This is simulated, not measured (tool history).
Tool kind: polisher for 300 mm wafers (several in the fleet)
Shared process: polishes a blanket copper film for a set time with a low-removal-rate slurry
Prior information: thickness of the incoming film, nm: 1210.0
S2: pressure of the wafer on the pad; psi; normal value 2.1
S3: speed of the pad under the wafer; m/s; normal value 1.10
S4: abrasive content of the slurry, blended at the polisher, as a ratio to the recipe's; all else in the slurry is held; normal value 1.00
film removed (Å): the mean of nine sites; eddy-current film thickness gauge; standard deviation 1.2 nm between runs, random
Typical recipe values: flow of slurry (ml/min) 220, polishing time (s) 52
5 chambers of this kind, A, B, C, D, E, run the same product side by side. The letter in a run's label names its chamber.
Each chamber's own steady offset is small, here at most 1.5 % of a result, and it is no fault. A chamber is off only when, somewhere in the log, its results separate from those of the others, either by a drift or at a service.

At hour 3.1: chamber C: slurry nozzle cleaned.
Run 1E, hour 4.7: usual settings. Result: film removed (Å) 1200.50.
Run 2A, hour 9.7: usual settings. Result: film removed (Å) 1179.20.
At hour 11.4: chamber C: slurry blender recalibrated.
At hour 16.3: chamber E: slurry nozzle cleaned.
Run 3B, hour 16.3: usual settings. Result: film removed (Å) 1207.10.
At hour 19.9: chamber B: worn pad replaced by a new one.
Run 4C, hour 19.9: usual settings. Result: film removed (Å) 1187.80.
Run 5D, hour 25.4: usual settings. Result: film removed (Å) 1219.20.
Run 6E, hour 29.1: usual settings but S4 1.20. Result: film removed (Å) 1230.80.
Run 7B, hour 32.4: usual settings but S4 1.20. Result: film removed (Å) 1265.20.
At hour 34.1: chamber D: worn pad replaced by a new one.
Run 8D, hour 35.6: usual settings but S4 1.20. Result: film removed (Å) 1279.60.
At hour 37.6: chamber C: worn pad replaced by a new one.
Run 9C, hour 39.8: usual settings but S4 1.20. Result: film removed (Å) 1237.70.
Run 10A, hour 44.8: usual settings but S4 1.20. Result: film removed (Å) 1242.20.
Run 11A, hour 51.6: usual settings but S4 1.20, polishing time (s) 36. Result: film removed (Å) 843.39.
At hour 52.4: chamber E: slurry blender recalibrated.
Run 12E, hour 58.5: usual settings but S4 1.20, polishing time (s) 36. Result: film removed (Å) 853.18.
Run 13C, hour 64.9: usual settings but S4 1.20, polishing time (s) 36. Result: film removed (Å) 855.81.
Run 14D, hour 68.9: usual settings but S4 1.20, polishing time (s) 36. Result: film removed (Å) 878.11.
Run 15B, hour 73.5: usual settings but S4 1.20, polishing time (s) 36. Result: film removed (Å) 868.86.
At hour 75.0: chamber E: worn pad replaced by a new one.
Run 16B, hour 78.3: usual settings but S3 0.84 m/s, polishing time (s) 66. Result: film removed (Å) 1155.20.
Run 17C, hour 81.5: usual settings but S3 0.84 m/s, polishing time (s) 66. Result: film removed (Å) 1170.90.
Run 18A, hour 88.1: usual settings but S3 0.84 m/s, polishing time (s) 66. Result: film removed (Å) 1149.10.
At hour 90.0: chamber B: head pressure recalibrated.
Run 19E, hour 93.6: usual settings but S3 0.84 m/s, polishing time (s) 66. Result: film removed (Å) 1157.90.
Run 20D, hour 98.2: usual settings but S3 0.84 m/s, polishing time (s) 66. Result: film removed (Å) 1165.80.
At hour 101.0: chamber A: slurry nozzle cleaned.
Run 21D, hour 101.8: usual settings. Result: film removed (Å) 1211.10.
Run 22B, hour 105.3: usual settings. Result: film removed (Å) 1298.40.
Run 23A, hour 108.6: usual settings. Result: film removed (Å) 1172.90.
At hour 111.6: chamber A: worn pad replaced by a new one.
Run 24C, hour 113.7: usual settings but flow of slurry (ml/min) 275, S4 1.15. Result: film removed (Å) 1257.70.
Run 25E, hour 118.2: usual settings but flow of slurry (ml/min) 275, S4 1.15. Result: film removed (Å) 1265.70.
Run 26A, hour 121.7: usual settings but flow of slurry (ml/min) 275, S4 1.15. Result: film removed (Å) 1263.20.
Run 27C, hour 125.6: usual settings but flow of slurry (ml/min) 275, S4 1.15. Result: film removed (Å) 1252.50.
At hour 127.2: chamber B: worn pad replaced by a new one.
Run 28B, hour 128.8: usual settings but flow of slurry (ml/min) 275, S4 1.15. Result: film removed (Å) 1374.90.
Run 29D, hour 134.5: usual settings. Result: film removed (Å) 1183.70.
Run 30E, hour 139.6: usual settings. Result: film removed (Å) 1187.40.
Run 31A, hour 142.8: usual settings. Result: film removed (Å) 1195.80.
Run 32E, hour 148.2: usual settings. Result: film removed (Å) 1188.80.
Run 33D, hour 155.0: usual settings. Result: film removed (Å) 1205.10.
Run 34B, hour 161.2: usual settings. Result: film removed (Å) 1313.20.

Predict what each chamber gives when all 5 of them run the settings below next.
Run 35A, hour 166.3: usual settings but S2 2.8 psi. Result: film removed (Å) ?.
Run 35B, hour 166.3: usual settings but S2 2.8 psi. Result: film removed (Å) ?.
Run 35C, hour 166.3: usual settings but S2 2.8 psi. Result: film removed (Å) ?.
Run 35D, hour 166.3: usual settings but S2 2.8 psi. Result: film removed (Å) ?.
Run 35E, hour 166.3: usual settings but S2 2.8 psi. Result: film removed (Å) ?.

run  film removed (Å)
35A           1583.90
35B           1718.40
35C           1607.30
35D           1580.90
35E           1593.30

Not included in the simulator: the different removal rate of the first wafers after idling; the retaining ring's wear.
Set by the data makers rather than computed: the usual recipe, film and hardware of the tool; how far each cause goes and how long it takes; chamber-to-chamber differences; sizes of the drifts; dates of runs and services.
